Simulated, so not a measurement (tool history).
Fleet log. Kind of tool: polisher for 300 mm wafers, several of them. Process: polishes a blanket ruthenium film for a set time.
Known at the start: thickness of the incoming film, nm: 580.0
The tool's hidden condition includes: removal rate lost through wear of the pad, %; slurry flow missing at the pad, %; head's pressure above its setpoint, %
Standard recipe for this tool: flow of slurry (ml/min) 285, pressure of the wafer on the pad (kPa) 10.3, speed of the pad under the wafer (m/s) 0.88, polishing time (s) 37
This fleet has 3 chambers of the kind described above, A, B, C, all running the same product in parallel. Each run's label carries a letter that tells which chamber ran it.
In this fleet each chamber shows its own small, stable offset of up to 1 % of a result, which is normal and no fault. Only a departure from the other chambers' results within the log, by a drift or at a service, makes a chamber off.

| run | hour | flow of slurry (ml/min) | pressure of the wafer on the pad (kPa) | speed of the pad under the wafer (m/s) | polishing time (s) | wafers polished on this pad | hours since the slurry nozzle was cleaned | hours since the head pressure was calibrated | film removed (Å) |
|---|---|---|---|---|---|---|---|---|---|
|  | 1.5 | chamber A: worn pad replaced by a new one |
| 1A | 9.6 | 285 | 10.3 | 0.88 | 37 | 73 | 458.1 | 697.1 | 235.80 |
|  | 10.3 | chamber C: head pressure recalibrated |
| 2C | 20.5 | 285 | 10.3 | 0.88 | 37 | 311 | 209.2 | 10.3 | 233.23 |
| 3B | 29.0 | 285 | 10.3 | 0.88 | 37 | 1169 | 196.1 | 1141.2 | 231.57 |
| 4C | 40.2 | 285 | 10.3 | 0.88 | 37 | 490 | 228.9 | 30.0 | 230.00 |
| 5B | 46.6 | 285 | 10.3 | 0.88 | 37 | 1328 | 213.7 | 1158.8 | 231.88 |
|  | 47.2 | chamber A: head pressure recalibrated |
| 6A | 58.1 | 285 | 10.3 | 0.88 | 37 | 514 | 506.6 | 10.9 | 236.35 |
|  | 63.7 | chamber B: worn pad replaced by a new one |
| 7B | 65.7 | 285 | 10.3 | 0.88 | 37 | 18 | 232.8 | 1177.9 | 232.10 |
| 8C | 72.4 | 285 | 10.3 | 0.88 | 37 | 783 | 261.1 | 62.2 | 231.24 |
| 9A | 84.3 | 285 | 10.3 | 0.88 | 37 | 752 | 532.8 | 37.1 | 236.12 |
| 10B | 93.0 | 285 | 10.3 | 0.88 | 37 | 266 | 260.1 | 1205.2 | 231.69 |
| 11A | 105.3 | 285 | 10.3 | 0.88 | 37 | 943 | 553.8 | 58.1 | 233.47 |
| 12C | 112.2 | 285 | 10.3 | 0.88 | 37 | 1144 | 300.9 | 102.0 | 227.90 |
| 13B | 124.4 | 285 | 10.3 | 0.88 | 37 | 551 | 291.5 | 1236.6 | 232.45 |
|  | 125.9 | chamber B: head pressure recalibrated |
| 14A | 132.6 | 285 | 10.3 | 0.88 | 37 | 1191 | 581.1 | 85.4 | 236.34 |
| 15C | 140.1 | 285 | 10.3 | 0.88 | 37 | 1398 | 328.8 | 129.9 | 227.68 |
| 16B | 148.1 | 285 | 10.3 | 0.88 | 37 | 767 | 315.2 | 22.2 | 232.06 |
|  | 158.4 | chamber A: worn pad replaced by a new one |
| 17C | 161.2 | 285 | 10.3 | 0.88 | 37 | 1589 | 349.9 | 151.0 | 223.95 |
| 18A | 169.5 | 285 | 10.3 | 0.88 | 37 | 101 | 618.0 | 122.3 | 234.41 |
| 19B | 178.3 | 285 | 10.3 | 1.00 | 37 | 1041 | 345.4 | 52.4 | 263.31 |
| 20C | 190.3 | 285 | 10.3 | 1.00 | 37 | 1854 | 379.0 | 180.1 | 258.28 |
| 21A | 199.9 | 285 | 10.3 | 1.00 | 37 | 377 | 648.4 | 152.7 | 265.55 |
| 22C | 212.4 | 285 | 10.3 | 0.88 | 37 | 2055 | 401.1 | 202.2 | 220.62 |

All chambers now run identical settings, listed one chamber a line with results as question marks. What results will each chamber show?
| 23A | 222.9 | 285 | 10.3 | 0.88 | 37 |  |  |  | ? |
| 23B | 222.9 | 285 | 10.3 | 0.88 | 37 |  |  |  | ? |
| 23C | 222.9 | 285 | 10.3 | 0.88 | 37 |  |  |  | ? |

| run | film removed (Å) |
|---|---|
| 23A | 235.31 |
| 23B | 232.67 |
| 23C | 218.92 |
